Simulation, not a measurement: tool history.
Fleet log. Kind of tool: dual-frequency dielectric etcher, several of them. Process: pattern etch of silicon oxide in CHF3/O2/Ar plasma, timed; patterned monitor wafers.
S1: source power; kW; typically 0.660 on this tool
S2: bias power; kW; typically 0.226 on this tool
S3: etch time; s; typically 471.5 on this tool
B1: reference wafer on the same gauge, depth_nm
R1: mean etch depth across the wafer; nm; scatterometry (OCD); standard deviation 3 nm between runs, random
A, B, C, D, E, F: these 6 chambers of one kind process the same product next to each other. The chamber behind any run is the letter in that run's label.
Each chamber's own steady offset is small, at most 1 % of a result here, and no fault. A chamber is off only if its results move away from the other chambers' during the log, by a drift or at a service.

run,day,S1,S2,S3,B1,R1
# day 0.292: chamber E: wet clean of the chamber
1B,0.333,0.660,0.226,471.5,1099.6,1040.70
2A,0.654,0.660,0.226,471.5,1099.3,1040.80
3C,0.904,0.660,0.226,471.5,1100.1,1047.40
4E,1.242,0.660,0.226,471.5,1099.5,1047.20
5D,1.458,0.660,0.226,471.5,1099.0,1047.60
6F,1.775,0.660,0.226,471.5,1100.1,1053.70
7B,2.000,0.660,0.226,471.5,1100.8,1036.00
# day 2.379: chamber F: wet clean of the chamber
8D,2.421,0.660,0.226,471.5,1100.6,1055.80
9E,2.754,0.660,0.226,471.5,1099.7,1049.10
10C,2.983,0.660,0.226,471.5,1099.8,1045.20
11A,3.200,0.660,0.226,471.5,1100.6,1043.90
12F,3.596,0.660,0.226,471.5,1100.2,1049.40
13E,3.817,0.550,0.259,471.5,1099.0,1033.00
14F,4.029,0.550,0.259,471.5,1100.4,1031.10
# day 4.296: chamber D: wet clean of the chamber
15D,4.458,0.550,0.259,471.5,1100.5,1019.70
16B,4.788,0.550,0.259,471.5,1099.8,1007.20
17A,4.988,0.550,0.259,471.5,1099.9,1020.60
18C,5.250,0.550,0.259,471.5,1100.9,1024.60
19D,5.458,0.660,0.226,471.5,1100.2,1039.50
20E,5.758,0.660,0.226,471.5,1098.7,1045.40
21B,6.158,0.660,0.226,471.5,1100.2,1026.80
22A,6.604,0.660,0.226,471.5,1100.3,1044.00
23C,6.938,0.660,0.226,471.5,1100.4,1049.60
# day 7.050: chamber B: wet clean of the chamber
24F,7.321,0.780,0.226,381.0,1100.2,904.68
# day 7.542: chamber A: wet clean of the chamber
25D,7.729,0.780,0.226,381.0,1100.5,901.42
26B,8.021,0.780,0.226,381.0,1100.1,877.95
27E,8.417,0.780,0.226,381.0,1099.6,904.06
28F,8.750,0.780,0.226,381.0,1100.0,906.20
29A,9.196,0.780,0.226,381.0,1099.6,897.87
30C,9.588,0.660,0.226,471.5,1099.8,1045.50
31D,9.842,0.660,0.226,471.5,1100.6,1044.20
32F,10.117,0.660,0.197,471.5,1100.0,1004.50
33B,10.438,0.660,0.197,471.5,1099.5,972.98
34A,10.879,0.660,0.197,471.5,1100.4,990.25
35E,11.200,0.660,0.197,471.5,1100.1,1003.70
36C,11.462,0.660,0.197,471.5,1100.4,998.50
37B,11.688,0.660,0.197,471.5,1099.7,967.43

All 6 chambers run these settings next. Forecast each chamber's results:
38A,12.008,0.530,0.226,471.5,,?
38B,12.008,0.530,0.226,471.5,,?
38C,12.008,0.530,0.226,471.5,,?
38D,12.008,0.530,0.226,471.5,,?
38E,12.008,0.530,0.226,471.5,,?
38F,12.008,0.530,0.226,471.5,,?

run,R1
38A,960.36
38B,933.44
38C,961.96
38D,964.81
38E,966.32
38F,972.32

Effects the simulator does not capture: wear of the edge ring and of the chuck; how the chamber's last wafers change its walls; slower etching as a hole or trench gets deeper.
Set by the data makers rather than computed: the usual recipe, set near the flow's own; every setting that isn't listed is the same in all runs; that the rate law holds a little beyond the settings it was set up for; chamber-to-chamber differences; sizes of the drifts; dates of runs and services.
